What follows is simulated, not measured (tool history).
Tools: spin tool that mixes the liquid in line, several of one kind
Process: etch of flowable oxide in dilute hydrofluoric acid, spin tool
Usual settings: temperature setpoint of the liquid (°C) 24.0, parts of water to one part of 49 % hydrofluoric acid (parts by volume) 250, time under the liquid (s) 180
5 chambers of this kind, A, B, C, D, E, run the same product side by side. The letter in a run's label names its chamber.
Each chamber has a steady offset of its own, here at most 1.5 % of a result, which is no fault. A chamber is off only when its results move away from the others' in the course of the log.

run   hour  temperature setpoint of the liquid (°C)  parts of water to one part of 49 % hydrofluoric acid (parts by volume)  time under the liquid (s)  read-back film thickness of the flowable oxide reference wafer, read on the same gauge (nm)  thickness taken off the flowable oxide on a monitor wafer (angstrom)
 1D   15.5                                     24.0                                                                     250                        180                                                                                      100.000                                                                215.37
 2B   23.5                                     24.0                                                                     250                        180                                                                                      100.000                                                                218.88
 3A   33.6                                     24.0                                                                     250                        180                                                                                      100.010                                                                214.03
 4E   40.8                                     24.0                                                                     250                        180                                                                                      100.010                                                                214.24
 5C   50.2                                     24.0                                                                     250                        180                                                                                      100.020                                                                214.40
 6E   62.0                                     24.0                                                                     250                        180                                                                                      100.020                                                                212.84
 7D   70.7                                     25.5                                                                     325                        180                                                                                      100.020                                                                159.88
 8B   78.9                                     25.5                                                                     325                        180                                                                                      100.010                                                                161.62
      84.9  -- chamber E: thermometer replaced
 9A   90.2                                     25.5                                                                     325                        180                                                                                       99.996                                                                160.60
10C  102.2                                     25.5                                                                     325                        180                                                                                      100.010                                                                159.92
11A  117.7                                     25.5                                                                     325                        180                                                                                      100.010                                                                160.45
12E  133.2                                     24.0                                                                     250                        180                                                                                      100.000                                                                211.39
13B  142.7                                     24.0                                                                     250                        180                                                                                      100.010                                                                211.59
14C  151.2                                     24.0                                                                     250                        180                                                                                       99.994                                                                211.79
15D  162.3                                     24.0                                                                     250                        180                                                                                       99.980                                                                212.82
16D  170.9                                     24.0                                                                     250                        180                                                                                       99.992                                                                211.16
17B  182.9                                     24.0                                                                     250                        180                                                                                       99.975                                                                215.20
18A  191.3                                     24.0                                                                     250                        180                                                                                       99.992                                                                220.77
19E  200.4                                     24.0                                                                     250                        180                                                                                      100.010                                                                215.99
20C  211.5                                     24.0                                                                     250                        180                                                                                      100.020                                                                215.70
21D  222.2                                     24.0                                                                     250                        180                                                                                      100.010                                                                212.60
     228.0  -- chamber B: hydrofluoric acid flow meter replaced
22C  236.9                                     26.0                                                                     250                        180                                                                                       99.998                                                                232.57
23B  244.4                                     26.0                                                                     250                        180                                                                                       99.997                                                                229.49
24E  255.9                                     26.0                                                                     250                        180                                                                                      100.010                                                                233.80
25A  263.8                                     26.0                                                                     250                        180                                                                                       99.990                                                                234.88
26D  273.3                                     26.0                                                                     250                        180                                                                                      100.010                                                                226.43
     274.9  -- chamber D: thermometer replaced
27A  285.2                                     20.5                                                                     165                        180                                                                                       99.993                                                                317.86
28C  292.3                                     20.5                                                                     165                        180                                                                                      100.010                                                                309.70
29B  306.7                                     20.5                                                                     165                        180                                                                                      100.000                                                                313.30
30E  318.1                                     20.5                                                                     165                        180                                                                                       99.981                                                                311.79
31E  325.1                                     20.5                                                                     165                        180                                                                                      100.020                                                                310.85
32D  335.4                                     24.0                                                                     250                        180                                                                                      100.030                                                                209.43

Next, every chamber runs the same settings. What will each give?
33A  346.5                                     24.0                                                                     250                        180                                                                                                                                                                  ?
33B  346.5                                     24.0                                                                     250                        180                                                                                                                                                                  ?
33C  346.5                                     24.0                                                                     250                        180                                                                                                                                                                  ?
33D  346.5                                     24.0                                                                     250                        180                                                                                                                                                                  ?
33E  346.5                                     24.0                                                                     250                        180                                                                                                                                                                  ?

run  thickness taken off the flowable oxide on a monitor wafer (angstrom)
33A                                                                216.11
33B                                                                215.53
33C                                                                211.59
33D                                                                210.27
33E                                                                216.36
